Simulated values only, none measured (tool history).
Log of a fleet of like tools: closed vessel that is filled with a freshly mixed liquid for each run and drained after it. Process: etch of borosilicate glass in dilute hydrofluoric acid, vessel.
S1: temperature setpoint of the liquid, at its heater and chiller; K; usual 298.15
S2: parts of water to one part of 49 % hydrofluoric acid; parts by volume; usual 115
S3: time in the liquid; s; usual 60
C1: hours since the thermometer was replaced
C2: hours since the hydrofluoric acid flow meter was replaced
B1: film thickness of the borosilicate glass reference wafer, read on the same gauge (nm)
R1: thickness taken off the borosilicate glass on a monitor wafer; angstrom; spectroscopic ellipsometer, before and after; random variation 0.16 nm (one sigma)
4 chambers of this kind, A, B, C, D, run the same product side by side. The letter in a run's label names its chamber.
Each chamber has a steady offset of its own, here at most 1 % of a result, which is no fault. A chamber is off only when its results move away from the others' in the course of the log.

{"run": "1C", "day": 0.146, "S1": 298.15, "S2": 115, "S3": 60, "C1": 2576.8, "C2": 775.6, "B1": 140.01, "R1": 268.09}
{"run": "2B", "day": 0.296, "S1": 298.15, "S2": 115, "S3": 60, "C1": 1872.4, "C2": 2031.3, "B1": 140, "R1": 269.68}
{"run": "3D", "day": 0.5, "S1": 298.15, "S2": 115, "S3": 60, "C1": 168.1, "C2": 312, "B1": 140, "R1": 266.88}
{"run": "4A", "day": 0.692, "S1": 298.15, "S2": 115, "S3": 60, "C1": 517.6, "C2": 584, "B1": 140, "R1": 265.79}
{"run": "5B", "day": 0.85, "S1": 298.15, "S2": 115, "S3": 60, "C1": 1885.7, "C2": 2044.6, "B1": 140, "R1": 269.11}
{"run": "6A", "day": 1.133, "S1": 298.15, "S2": 115, "S3": 60, "C1": 528.2, "C2": 594.6, "B1": 140.01, "R1": 264.8}
{"run": "7D", "day": 1.354, "S1": 298.15, "S2": 115, "S3": 60, "C1": 188.6, "C2": 332.5, "B1": 139.99, "R1": 268.19}
{"run": "8C", "day": 1.575, "S1": 301.65, "S2": 80, "S3": 60, "C1": 2611.1, "C2": 809.9, "B1": 140.02, "R1": 458.13}
{"run": "9A", "day": 1.746, "S1": 301.65, "S2": 80, "S3": 60, "C1": 542.9, "C2": 609.3, "B1": 140, "R1": 456.89}
{"run": "10C", "day": 2.008, "S1": 301.65, "S2": 80, "S3": 60, "C1": 2621.5, "C2": 820.3, "B1": 139.99, "R1": 456.01}
{"run": "11D", "day": 2.179, "S1": 301.65, "S2": 80, "S3": 60, "C1": 208.4, "C2": 352.3, "B1": 140, "R1": 460.75}
{"run": "12B", "day": 2.438, "S1": 298.15, "S2": 115, "S3": 60, "C1": 1923.8, "C2": 2082.7, "B1": 140, "R1": 267.41}
{"run": "13A", "day": 2.667, "S1": 298.15, "S2": 115, "S3": 60, "C1": 565, "C2": 631.4, "B1": 139.98, "R1": 267.75}
{"run": "14B", "day": 2.921, "S1": 298.15, "S2": 115, "S3": 60, "C1": 1935.4, "C2": 2094.3, "B1": 140, "R1": 269.95}
{"run": "15C", "day": 3.133, "S1": 302.65, "S2": 115, "S3": 60, "C1": 2648.5, "C2": 847.3, "B1": 139.99, "R1": 319.86}
{"run": "16D", "day": 3.362, "S1": 302.65, "S2": 115, "S3": 60, "C1": 236.8, "C2": 380.7, "B1": 140, "R1": 326.09}
{"run": "17C", "day": 3.546, "S1": 302.65, "S2": 115, "S3": 60, "C1": 2658.4, "C2": 857.2, "B1": 140, "R1": 319.9}
{"day": 3.579, "done": "chamber A: hydrofluoric acid flow meter replaced"}
{"run": "18D", "day": 3.742, "S1": 302.65, "S2": 115, "S3": 60, "C1": 245.9, "C2": 389.8, "B1": 140, "R1": 329.08}
{"run": "19B", "day": 3.908, "S1": 298.15, "S2": 115, "S3": 60, "C1": 1959.1, "C2": 2118, "B1": 140, "R1": 270.11}
{"run": "20A", "day": 4.062, "S1": 298.15, "S2": 115, "S3": 60, "C1": 598.5, "C2": 11.6, "B1": 140.01, "R1": 265.57}
{"run": "21A", "day": 4.321, "S1": 298.15, "S2": 115, "S3": 60, "C1": 604.7, "C2": 17.8, "B1": 140.02, "R1": 264.43}
{"run": "22C", "day": 4.558, "S1": 298.15, "S2": 115, "S3": 60, "C1": 2682.7, "C2": 881.5, "B1": 140.01, "R1": 269.68}
{"run": "23B", "day": 4.704, "S1": 298.15, "S2": 115, "S3": 60, "C1": 1978.2, "C2": 2137.1, "B1": 140.01, "R1": 269.64}
{"run": "24D", "day": 4.971, "S1": 298.15, "S2": 115, "S3": 60, "C1": 275.4, "C2": 419.3, "B1": 140.01, "R1": 287.97}

What goes on in this fleet: one chamber off, a drifting gauge, or nothing beyond the chambers' own small offsets? Name the chamber and the cause, if any.

Chamber D drifts away from the others.
Cause: hydrofluoric acid flow above the setpoint (%) = 6.93.
The log may not tell that from: liquid hotter than its thermometer reads (K).

Here are 4 candidates for chamber D's next run, each the usual settings with a change, their results left as question marks. Which one brings its results back in line with what the others give on the usual settings?
In line means no further than this from the other chambers' mean on the usual settings: R1 5.7 angstrom
{"run": "25D-1", "day": 5.183, "S1": 297.15, "S2": 115, "S3": 60, "R1": "?"}
{"run": "25D-2", "day": 5.183, "S1": 296.15, "S2": 115, "S3": 60, "R1": "?"}
{"run": "25D-3", "day": 5.183, "S1": 299.15, "S2": 115, "S3": 60, "R1": "?"}
{"run": "25D-4", "day": 5.183, "S1": 300.15, "S2": 115, "S3": 60, "R1": "?"}

The other chambers' mean on the usual settings: R1 267.64 angstrom
run=25D-1 R1=277.75
run=25D-2 R1=266.86
run=25D-3 R1=300.41
run=25D-4 R1=312.2
25D-2 brings the chamber back in line.
